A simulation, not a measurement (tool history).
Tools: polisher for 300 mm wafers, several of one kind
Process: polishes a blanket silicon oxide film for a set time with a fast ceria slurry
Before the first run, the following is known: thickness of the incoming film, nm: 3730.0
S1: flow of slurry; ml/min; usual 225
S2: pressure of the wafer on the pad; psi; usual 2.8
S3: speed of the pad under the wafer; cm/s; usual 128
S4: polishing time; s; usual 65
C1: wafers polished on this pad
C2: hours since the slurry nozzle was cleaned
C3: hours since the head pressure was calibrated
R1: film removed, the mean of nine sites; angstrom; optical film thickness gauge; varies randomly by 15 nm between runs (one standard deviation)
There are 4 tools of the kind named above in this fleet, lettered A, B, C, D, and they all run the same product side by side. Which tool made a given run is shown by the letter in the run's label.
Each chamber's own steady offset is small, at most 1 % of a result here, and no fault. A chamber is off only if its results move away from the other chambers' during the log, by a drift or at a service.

run 1C hour=4.1 | S1=225 S2=2.8 S3=128 S4=65 | C1=1203 C2=83.7 C3=460.9 | R1=13989
run 2B hour=6.5 | S1=225 S2=2.8 S3=128 S4=65 | C1=164 C2=615.3 C3=759 | R1=13743
run 3A hour=8.6 | S1=225 S2=2.8 S3=128 S4=65 | C1=947 C2=43.9 C3=654.3 | R1=13581
-- hour=9 chamber D: head pressure recalibrated
run 4D hour=11.3 | S1=225 S2=2.8 S3=128 S4=65 | C1=217 C2=155.3 C3=2.4 | R1=13374
-- hour=13.9 chamber A: worn pad replaced by a new one
run 5C hour=15.6 | S1=225 S2=2.8 S3=128 S4=65 | C1=1328 C2=95.2 C3=472.4 | R1=13554
run 6D hour=18.5 | S1=225 S2=2.8 S3=128 S4=65 | C1=296 C2=162.5 C3=9.6 | R1=13540
run 7B hour=21.1 | S1=225 S2=2.8 S3=128 S4=65 | C1=323 C2=629.9 C3=773.6 | R1=13548
run 8A hour=23.7 | S1=225 S2=2.8 S3=128 S4=65 | C1=107 C2=59 C3=669.4 | R1=13588
run 9C hour=26.8 | S1=225 S2=2.8 S3=128 S4=65 | C1=1450 C2=106.4 C3=483.6 | R1=13706
run 10A hour=30.1 | S1=225 S2=2.8 S3=128 S4=65 | C1=177 C2=65.4 C3=675.8 | R1=13480
run 11D hour=32.1 | S1=225 S2=2.8 S3=148 S4=65 | C1=444 C2=176.1 C3=23.2 | R1=15269
-- hour=35.4 chamber C: worn pad replaced by a new one
run 12B hour=35.4 | S1=225 S2=2.8 S3=148 S4=65 | C1=479 C2=644.2 C3=787.9 | R1=15861
run 13D hour=39.3 | S1=225 S2=2.8 S3=148 S4=65 | C1=522 C2=183.3 C3=30.4 | R1=15374
run 14A hour=42.3 | S1=225 S2=2.8 S3=148 S4=65 | C1=310 C2=77.6 C3=688 | R1=15815
run 15B hour=44.3 | S1=300 S2=2.8 S3=128 S4=65 | C1=576 C2=653.1 C3=796.8 | R1=14174
run 16C hour=48.3 | S1=300 S2=2.8 S3=128 S4=65 | C1=141 C2=127.9 C3=505.1 | R1=14036
-- hour=48.7 chamber B: slurry nozzle cleaned
run 17B hour=50.7 | S1=300 S2=2.8 S3=128 S4=65 | C1=646 C2=2 C3=803.2 | R1=14309
run 18C hour=52.9 | S1=300 S2=2.8 S3=128 S4=65 | C1=191 C2=132.5 C3=509.7 | R1=14524
run 19A hour=55.4 | S1=225 S2=2.8 S3=128 S4=65 | C1=453 C2=90.7 C3=701.1 | R1=13639
run 20D hour=58.4 | S1=225 S2=2.8 S3=142 S4=65 | C1=731 C2=202.4 C3=49.5 | R1=14800
run 21A hour=61 | S1=225 S2=2.8 S3=142 S4=65 | C1=514 C2=96.3 C3=706.7 | R1=14816
-- hour=62.9 chamber D: worn pad replaced by a new one
run 22C hour=64.5 | S1=225 S2=2.8 S3=142 S4=65 | C1=317 C2=144.1 C3=521.3 | R1=15396
run 23B hour=66.9 | S1=225 S2=2.8 S3=142 S4=65 | C1=822 C2=18.2 C3=819.4 | R1=15154
run 24D hour=70.6 | S1=225 S2=2.8 S3=128 S4=65 | C1=84 C2=214.6 C3=61.7 | R1=13687
run 25A hour=72.6 | S1=225 S2=3.4 S3=128 S4=57 | C1=640 C2=107.9 C3=718.3 | R1=14382
run 26C hour=75.5 | S1=225 S2=3.4 S3=128 S4=57 | C1=437 C2=155.1 C3=532.3 | R1=14591
run 27B hour=79.5 | S1=225 S2=3.4 S3=128 S4=57 | C1=960 C2=30.8 C3=832 | R1=14494
-- hour=79.8 chamber A: head pressure recalibrated
run 28D hour=83.1 | S1=225 S2=3.4 S3=128 S4=57 | C1=221 C2=227.1 C3=74.2 | R1=14374
run 29A hour=86.1 | S1=225 S2=2.8 S3=128 S4=65 | C1=787 C2=121.4 C3=6.4 | R1=13647
run 30B hour=89.2 | S1=225 S2=2.8 S3=128 S4=65 | C1=1065 C2=40.5 C3=841.7 | R1=14027
run 31D hour=93.5 | S1=225 S2=2.8 S3=128 S4=65 | C1=334 C2=237.5 C3=84.6 | R1=13467

Which is it: a chamber that has drifted or been left off by a service, a gauge drift common to all chambers, or only each chamber's usual small offset? If a chamber is off, name it and its likeliest cause.

No chamber is off and the gauge is stable; the differences are just each chamber's small, constant offset.

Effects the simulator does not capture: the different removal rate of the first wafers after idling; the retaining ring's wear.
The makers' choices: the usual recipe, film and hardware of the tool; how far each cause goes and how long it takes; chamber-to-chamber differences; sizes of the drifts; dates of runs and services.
